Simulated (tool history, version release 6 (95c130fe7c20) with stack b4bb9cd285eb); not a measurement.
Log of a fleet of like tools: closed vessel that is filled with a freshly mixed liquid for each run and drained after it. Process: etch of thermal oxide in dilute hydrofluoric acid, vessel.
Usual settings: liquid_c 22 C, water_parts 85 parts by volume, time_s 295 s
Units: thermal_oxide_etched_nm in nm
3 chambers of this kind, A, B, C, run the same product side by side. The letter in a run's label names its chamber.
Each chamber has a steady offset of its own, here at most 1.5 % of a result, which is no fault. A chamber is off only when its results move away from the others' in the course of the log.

run   hour  liquid_c  water_parts  time_s  read-back film thickness of the thermal oxide reference wafer, read on the same gauge (nm)  thermal_oxide_etched_nm
 1B      7        22           85     295                                                                                       40.01                   15.514
 2C   16.3        22           85     295                                                                                      39.982                    15.29
 3A   26.4        22           85     295                                                                                      39.996                   15.253
 4A   39.1        22           85     295                                                                                      40.025                   15.223
 5C   47.9        22           85     295                                                                                      40.024                   15.333
 6B   58.5        22           60     295                                                                                      39.995                   22.339
 7A   66.6        22           60     295                                                                                      39.995                   22.059
 8C   81.4        22           60     295                                                                                      39.929                   22.521
 9B   91.6        22           85     295                                                                                      40.011                   15.371
10A    107        22          105     295                                                                                       40.01                   12.108
11C  122.5        22          105     295                                                                                      40.004                   12.003
12B  131.6        22          105     295                                                                                      39.983                   12.247
13B  144.3        22           85     455                                                                                      40.024                   23.937
14A    153        22           85     455                                                                                      39.964                   23.464
15C  167.5        22           85     455                                                                                      40.009                   23.665
16B  174.9        22           85     295                                                                                      39.976                   15.303
17C  182.4        22           85     295                                                                                      40.022                   15.464
18A  194.8      18.5           70     295                                                                                      39.973                   16.068
     199.7  -- chamber A: thermometer replaced
19C    205      18.5           70     295                                                                                      39.963                   16.621
20B  218.7      18.5           70     295                                                                                      40.011                   16.498
21A  225.6        22           85     295                                                                                      39.978                    15.18
22C  233.3        22           85     295                                                                                      39.981                   15.653
23B  241.8        22           85     295                                                                                      40.014                   15.487
24A  248.8        22           85     295                                                                                      40.006                   15.264
25B  261.3        22           85     295                                                                                       40.03                   15.401
26C  270.2        22           85     295                                                                                      40.051                   15.733
27A  284.7        22           85     295                                                                                      39.998                   15.101
28C    293        22           50     235                                                                                      40.029                    22.65
29B  303.8        22           50     235                                                                                      39.987                   22.245
30A  313.4        22           50     235                                                                                      40.013                   21.244
31A  327.7        22           85     295                                                                                      39.985                   15.184
32C  338.5        22           85     295                                                                                      39.986                    15.77
33B  354.7        22           85     295                                                                                      40.006                    15.49
34C  368.4        22           55     295                                                                                      39.942                    25.78
35A  377.1        22           55     295                                                                                      39.969                   24.419
36B  385.4        22           55     295                                                                                      39.984                   24.744
37A  394.3      24.5           85     295                                                                                      40.003                   16.616

Next, every chamber runs the same settings. What will each give?
38A  405.9        22           85     295                                                                                                                    ?
38B  405.9        22           85     295                                                                                                                    ?
38C  405.9        22           85     295                                                                                                                    ?

run  thermal_oxide_etched_nm
38A                   15.326
38B                   15.345
38C                   16.049
